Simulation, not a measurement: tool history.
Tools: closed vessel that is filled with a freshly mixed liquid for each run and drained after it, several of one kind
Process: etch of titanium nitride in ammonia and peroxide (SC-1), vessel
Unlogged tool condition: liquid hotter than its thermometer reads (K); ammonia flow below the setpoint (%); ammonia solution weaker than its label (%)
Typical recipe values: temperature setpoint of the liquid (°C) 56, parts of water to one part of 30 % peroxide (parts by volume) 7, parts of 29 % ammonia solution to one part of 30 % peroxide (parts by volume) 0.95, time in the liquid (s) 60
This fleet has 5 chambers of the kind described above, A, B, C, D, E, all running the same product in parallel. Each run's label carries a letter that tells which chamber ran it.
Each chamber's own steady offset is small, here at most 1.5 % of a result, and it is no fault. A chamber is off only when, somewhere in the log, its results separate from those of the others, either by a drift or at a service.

run,hour,temperature setpoint of the liquid (°C),parts of water to one part of 30 % peroxide (parts by volume),parts of 29 % ammonia solution to one part of 30 % peroxide (parts by volume),time in the liquid (s),hours since the thermometer was replaced,hours since the ammonia flow meter was replaced,hours since the drum of ammonia solution was connected,"read-back film thickness of the titanium nitride reference wafer, read on the same gauge (nm)",thickness taken off the titanium nitride on a monitor wafer (nm)
1C,8.4,56,7,0.95,60,1153.0,798.6,81.1,120.02,8.6052
2A,14.1,56,7,0.95,60,230.7,720.2,392.0,119.99,8.5465
3B,20.9,56,7,0.95,60,1192.7,781.8,885.6,119.96,8.6407
4D,32.3,56,7,0.95,60,137.8,747.0,695.1,120.02,8.5889
5E,42.5,56,7,0.95,60,1403.6,613.4,557.5,119.99,8.6038
6C,51.5,56,7,0.95,60,1196.1,841.7,124.2,119.99,8.4543
7B,59.2,56,7,0.95,60,1231.0,820.1,923.9,119.97,8.5073
8A,68.6,56,7,0.95,60,285.2,774.7,446.5,120.01,8.3818
9D,79.1,56,7,0.95,60,184.6,793.8,741.9,120.04,8.6255
10E,85.5,56,7,0.95,60,1446.6,656.4,600.5,119.99,8.4547
11D,91.0,56,7,0.95,60,196.5,805.7,753.8,120.01,8.7121
12C,99.8,56,7,0.95,60,1244.4,890.0,172.5,119.98,8.3871
13B,105.7,56,7,0.95,60,1277.5,866.6,970.4,120.01,8.5886
14A,117.1,56,7,0.95,60,333.7,823.2,495.0,120.00,8.4939
15E,126.9,56,7,0.65,60,1488.0,697.8,641.9,119.99,8.0253
16D,137.9,56,7,0.65,60,243.4,852.6,800.7,120.01,8.2913
17C,145.9,56,7,0.65,60,1290.5,936.1,218.6,120.00,8.1230
18B,155.2,56,7,0.65,60,1327.0,916.1,1019.9,120.00,8.0919
19E,164.5,56,7,0.65,60,1525.6,735.4,679.5,119.98,8.0450
20A,172.1,56,7,0.65,60,388.7,878.2,550.0,119.99,8.0765
21A,180.1,56,7,0.65,60,396.7,886.2,558.0,119.98,7.9930
22C,191.2,56,7,0.65,60,1335.8,981.4,263.9,119.97,8.0570
# hour 192.2: chamber B: thermometer replaced
23D,201.6,56,7,0.65,60,307.1,916.3,864.4,119.99,8.2031
24E,213.0,56,7,0.65,60,1574.1,783.9,728.0,119.98,8.1079
25B,223.1,56,7,0.95,60,30.9,984.0,1087.8,119.97,8.6655
# hour 228.7: chamber B: new drum of ammonia solution connected
26E,232.5,56,9,0.75,60,1593.6,803.4,747.5,120.01,7.3407
27B,244.0,56,9,0.75,60,51.8,1004.9,15.4,119.98,7.4862
28D,252.8,56,9,0.75,60,358.3,967.5,915.6,120.00,7.2753
29C,263.7,56,9,0.75,60,1408.3,1053.9,336.4,120.00,7.1608
30A,270.6,56,9,0.75,60,487.2,976.7,648.5,119.98,7.3758
31B,275.7,56,7,0.95,60,83.5,1036.6,47.1,120.00,8.5577

Each of the 5 chambers runs these same settings next. Fill in every chamber's results:
32A,284.0,56,7,0.95,85,,,,,?
32B,284.0,56,7,0.95,85,,,,,?
32C,284.0,56,7,0.95,85,,,,,?
32D,284.0,56,7,0.95,85,,,,,?
32E,284.0,56,7,0.95,85,,,,,?

run,thickness taken off the titanium nitride on a monitor wafer (nm)
32A,12.1150
32B,12.2120
32C,11.8900
32D,12.2220
32E,12.2200

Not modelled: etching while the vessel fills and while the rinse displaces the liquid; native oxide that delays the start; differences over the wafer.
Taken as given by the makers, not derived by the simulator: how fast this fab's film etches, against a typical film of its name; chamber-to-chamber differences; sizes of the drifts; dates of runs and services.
